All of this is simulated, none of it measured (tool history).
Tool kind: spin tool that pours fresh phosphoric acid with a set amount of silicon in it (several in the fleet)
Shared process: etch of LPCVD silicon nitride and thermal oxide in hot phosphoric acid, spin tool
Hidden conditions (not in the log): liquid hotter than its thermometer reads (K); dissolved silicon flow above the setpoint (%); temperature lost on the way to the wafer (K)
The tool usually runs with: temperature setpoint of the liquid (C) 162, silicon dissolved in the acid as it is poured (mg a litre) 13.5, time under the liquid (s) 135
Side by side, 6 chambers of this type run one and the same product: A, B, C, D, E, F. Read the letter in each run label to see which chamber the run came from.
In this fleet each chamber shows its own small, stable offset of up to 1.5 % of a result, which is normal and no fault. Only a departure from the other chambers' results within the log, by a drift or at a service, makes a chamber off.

run,hour,temperature setpoint of the liquid (C),silicon dissolved in the acid as it is poured (mg a litre),time under the liquid (s),hours since the thermometer was replaced,hours since the dissolved silicon flow meter was replaced,hours since the heated supply line was repaired,"read-back film thickness of the LPCVD silicon nitride reference wafer, read on the same gauge (nm)","read-back film thickness of the thermal oxide reference wafer, read on the same gauge (nm)",thickness taken off the LPCVD silicon nitride on a monitor wafer (angstrom),thickness taken off the thermal oxide on a monitor wafer (angstrom)
1D,11.8,162,13.5,135,110.9,2213.0,750.8,70.014,109.99,124.96,3.3146
2E,17.1,162,13.5,135,460.0,33.6,908.6,70.021,109.99,126.21,3.5246
3B,22.5,162,13.5,135,1058.0,513.4,224.6,69.980,110.00,126.74,2.6412
# hour 31.3: chamber F: heated supply line repaired
4F,31.4,162,13.5,135,889.0,171.6,0.1,70.001,109.99,125.44,3.4282
# hour 33.9: chamber D: dissolved silicon flow meter replaced
# hour 37.8: chamber B: dissolved silicon flow meter replaced
5C,41.9,162,13.5,135,508.1,853.4,94.1,70.007,110.01,126.86,3.0786
6A,51.1,162,13.5,185,662.7,662.5,1505.9,70.010,110.00,172.91,4.6229
7B,62.1,162,13.5,185,1097.6,24.3,264.2,69.998,110.01,174.54,4.2634
8F,68.0,162,13.5,185,925.6,208.2,36.7,70.012,109.98,170.49,4.5884
9C,79.8,162,13.5,185,546.0,891.3,132.0,70.001,110.00,173.64,4.2128
10D,90.5,162,13.5,185,189.6,56.6,829.5,69.994,110.00,172.36,5.1299
11E,96.9,162,13.5,185,539.8,113.4,988.4,70.002,110.00,173.01,4.5253
12A,105.8,162,13.5,135,717.4,717.2,1560.6,69.986,109.98,126.77,3.3269
13E,116.0,162,13.5,135,558.9,132.5,1007.5,69.994,109.99,126.20,3.5132
14B,126.9,162,13.5,135,1162.4,89.1,329.0,69.990,110.02,126.64,3.2469
15D,134.1,162,13.5,135,233.2,100.2,873.1,69.970,110.02,126.56,3.2155
16C,140.1,162,13.5,135,606.3,951.6,192.3,70.015,109.98,127.01,3.6777
17F,149.8,162,13.5,135,1007.4,290.0,118.5,70.000,110.01,125.80,3.0102
18A,157.1,162,13.5,135,768.7,768.5,1611.9,70.000,110.00,127.97,3.2769
19D,163.0,162,13.5,135,262.1,129.1,902.0,70.001,109.98,124.16,3.2527
20C,168.9,162,13.5,135,635.1,980.4,221.1,69.992,110.01,127.12,3.4560
21E,178.2,162,13.5,135,621.1,194.7,1069.7,70.001,110.00,126.88,3.4767
22F,185.3,162,13.5,135,1042.9,325.5,154.0,70.015,110.01,126.24,3.3458
23A,192.7,162,8.0,135,804.3,804.1,1647.5,69.977,109.97,127.27,3.9350
24B,204.0,162,8.0,135,1239.5,166.2,406.1,69.996,109.99,126.01,3.7579
25F,212.2,162,8.0,135,1069.8,352.4,180.9,69.992,110.00,126.18,3.7445
26E,219.3,162,8.0,135,662.2,235.8,1110.8,69.991,109.99,125.79,4.2934
27B,229.7,162,8.0,135,1265.2,191.9,431.8,70.000,110.00,125.07,4.2588
28D,235.9,162,8.0,135,335.0,202.0,974.9,70.000,109.99,125.51,4.3580
29A,243.6,162,13.5,135,855.2,855.0,1698.4,70.009,110.02,127.05,3.2650
# hour 249.1: chamber E: heated supply line repaired
30C,255.0,162,13.5,135,721.2,1066.5,307.2,70.009,109.99,127.99,3.0716
31F,266.2,162,13.5,135,1123.8,406.4,234.9,69.984,109.99,125.61,3.0895
32D,274.9,162,13.5,135,374.0,241.0,1013.9,70.004,110.00,125.46,3.6346
33A,281.0,162,13.5,135,892.6,892.4,1735.8,69.994,110.01,127.20,3.0137
34C,288.9,162,13.5,135,755.1,1100.4,341.1,70.007,110.01,125.93,2.6600
35B,294.2,162,13.5,135,1329.7,256.4,496.3,70.004,110.02,125.01,3.7062
36E,304.2,162,3.0,135,747.1,320.7,55.2,70.006,109.97,127.47,3.5530
37A,314.2,162,3.0,135,925.8,925.6,1769.0,70.009,110.01,125.60,4.1307
38D,322.4,162,3.0,135,421.5,288.5,1061.4,69.992,109.98,125.62,4.6052

Does one chamber stand apart from the rest, does the shared gauge drift, or is all well apart from small per-chamber offsets? Give the chamber and the most likely cause, where there is one.

Beyond each chamber's small constant offset nothing stands out, and the gauge stays steady.
